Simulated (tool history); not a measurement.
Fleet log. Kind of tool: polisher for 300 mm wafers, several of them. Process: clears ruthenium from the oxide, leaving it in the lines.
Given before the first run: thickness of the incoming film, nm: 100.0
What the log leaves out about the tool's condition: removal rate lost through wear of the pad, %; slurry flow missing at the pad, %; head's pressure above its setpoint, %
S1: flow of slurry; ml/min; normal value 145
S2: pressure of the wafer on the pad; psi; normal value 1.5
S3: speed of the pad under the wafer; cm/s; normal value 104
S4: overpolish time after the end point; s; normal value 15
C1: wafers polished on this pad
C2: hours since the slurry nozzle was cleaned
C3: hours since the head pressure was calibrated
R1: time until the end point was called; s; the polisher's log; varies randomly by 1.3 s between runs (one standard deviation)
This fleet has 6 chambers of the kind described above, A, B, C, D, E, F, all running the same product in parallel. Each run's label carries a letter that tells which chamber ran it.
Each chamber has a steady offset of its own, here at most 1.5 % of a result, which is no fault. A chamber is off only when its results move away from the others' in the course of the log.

| run | day | S1 | S2 | S3 | S4 | C1 | C2 | C3 | R1 |
|---|---|---|---|---|---|---|---|---|---|
| 1D | 0.292 | 145 | 1.5 | 104 | 15 | 617 | 144.4 | 1071.8 | 99.415 |
|  | 0.45 | chamber B: slurry nozzle cleaned |
| 2C | 0.588 | 145 | 1.5 | 104 | 15 | 675 | 393.2 | 467.9 | 103.98 |
| 3B | 1.075 | 145 | 1.5 | 104 | 15 | 498 | 15 | 147.4 | 100.95 |
|  | 1.112 | chamber C: worn pad replaced by a new one |
| 4E | 1.629 | 145 | 1.5 | 104 | 15 | 685 | 531.1 | 645.8 | 103.31 |
| 5A | 2.075 | 145 | 1.5 | 104 | 15 | 520 | 479.2 | 861.5 | 103.84 |
|  | 2.108 | chamber E: worn pad replaced by a new one |
|  | 2.108 | chamber C: head pressure recalibrated |
| 6F | 2.412 | 145 | 1.5 | 104 | 15 | 1406 | 141.5 | 783.6 | 103.78 |
|  | 2.512 | chamber F: worn pad replaced by a new one |
|  | 2.758 | chamber C: slurry nozzle cleaned |
| 7F | 2.917 | 145 | 1.5 | 104 | 15 | 78 | 153.6 | 795.7 | 100.77 |
| 8E | 3.238 | 145 | 1.5 | 104 | 15 | 217 | 569.7 | 684.4 | 103.93 |
|  | 3.362 | chamber D: worn pad replaced by a new one |
| 9A | 3.546 | 145 | 1.5 | 104 | 15 | 802 | 514.5 | 896.8 | 106.41 |
|  | 3.7 | chamber E: slurry nozzle cleaned |
| 10C | 3.904 | 145 | 1.5 | 104 | 15 | 535 | 27.6 | 43.1 | 103.6 |
| 11B | 4.254 | 145 | 1.5 | 104 | 15 | 1108 | 91.3 | 223.7 | 102.09 |
| 12D | 4.738 | 145 | 1.5 | 104 | 15 | 263 | 251.1 | 1178.5 | 102.46 |
| 13E | 5.183 | 145 | 1.5 | 104 | 15 | 590 | 35.7 | 731.1 | 101.71 |
|  | 5.442 | chamber D: slurry nozzle cleaned |
| 14A | 5.612 | 145 | 1.5 | 104 | 15 | 1199 | 564.1 | 946.4 | 102.7 |
| 15C | 6.033 | 145 | 1.5 | 104 | 15 | 943 | 78.7 | 94.2 | 104.16 |
|  | 6.292 | chamber E: worn pad replaced by a new one |
| 16B | 6.346 | 145 | 1.5 | 104 | 15 | 1509 | 141.5 | 273.9 | 104.6 |
|  | 6.358 | chamber C: worn pad replaced by a new one |
|  | 6.575 | chamber D: head pressure recalibrated |
| 17D | 6.746 | 145 | 1.5 | 104 | 15 | 649 | 31.3 | 4.2 | 101.73 |
|  | 6.933 | chamber A: worn pad replaced by a new one |
| 18F | 7.196 | 145 | 1.5 | 104 | 15 | 898 | 256.3 | 898.4 | 103.14 |
| 19F | 7.746 | 145 | 1.5 | 104 | 15 | 1004 | 269.5 | 911.6 | 103.36 |
| 20A | 8.2 | 145 | 1.5 | 104 | 15 | 243 | 626.2 | 1008.5 | 103.31 |
| 21C | 8.742 | 145 | 1.5 | 104 | 15 | 457 | 143.7 | 159.2 | 101.67 |
|  | 8.862 | chamber F: slurry nozzle cleaned |
| 22D | 9.192 | 145 | 1.5 | 104 | 15 | 1118 | 90 | 62.9 | 103.49 |
| 23E | 9.579 | 145 | 1.5 | 104 | 15 | 630 | 141.2 | 836.6 | 104.11 |
| 24B | 9.867 | 145 | 1.5 | 104 | 15 | 2184 | 226 | 358.4 | 108.26 |
| 25C | 10.133 | 145 | 1.5 | 104 | 15 | 724 | 177.1 | 192.6 | 101.95 |
| 26A | 10.554 | 145 | 1.5 | 104 | 15 | 694 | 682.7 | 1065 | 105.18 |
|  | 10.729 | chamber F: worn pad replaced by a new one |
|  | 10.746 | chamber D: worn pad replaced by a new one |
| 27D | 10.962 | 160 | 1.5 | 104 | 15 | 41 | 132.5 | 105.4 | 100.39 |
| 28B | 11.367 | 160 | 1.5 | 104 | 15 | 2472 | 262 | 394.4 | 110.25 |
|  | 11.546 | chamber E: worn pad replaced by a new one |
| 29E | 11.642 | 160 | 1.5 | 104 | 15 | 19 | 190.7 | 886.1 | 100.67 |
|  | 11.767 | chamber C: worn pad replaced by a new one |
| 30F | 11.971 | 160 | 1.5 | 104 | 15 | 238 | 74.7 | 1013 | 102.4 |
| 31F | 12.217 | 160 | 1.5 | 104 | 15 | 285 | 80.6 | 1018.9 | 100.76 |
|  | 12.354 | chamber B: slurry nozzle cleaned |
| 32A | 12.567 | 160 | 1.5 | 104 | 15 | 1080 | 731 | 1113.3 | 106.47 |
| 33B | 12.862 | 145 | 1.5 | 104 | 15 | 2759 | 12.2 | 430.3 | 116.26 |
| 34E | 13.175 | 145 | 1.5 | 104 | 15 | 313 | 227.5 | 922.9 | 104.95 |
| 35C | 13.454 | 145 | 1.5 | 104 | 15 | 324 | 256.8 | 272.3 | 101.08 |
| 36D | 13.858 | 145 | 1.5 | 104 | 15 | 597 | 202 | 174.9 | 102.47 |

Next, all 6 chambers run the settings below, one line each with question marks for the results. What does each chamber give?
| 37A | 14.254 | 145 | 1.5 | 104 | 15 |  |  |  | ? |
| 37B | 14.254 | 145 | 1.5 | 104 | 15 |  |  |  | ? |
| 37C | 14.254 | 145 | 1.5 | 104 | 15 |  |  |  | ? |
| 37D | 14.254 | 145 | 1.5 | 104 | 15 |  |  |  | ? |
| 37E | 14.254 | 145 | 1.5 | 104 | 15 |  |  |  | ? |
| 37F | 14.254 | 145 | 1.5 | 104 | 15 |  |  |  | ? |

| run | R1 |
|---|---|
| 37A | 104.85 |
| 37B | 112.95 |
| 37C | 101.16 |
| 37D | 103.09 |
| 37E | 103.56 |
| 37F | 101.89 |
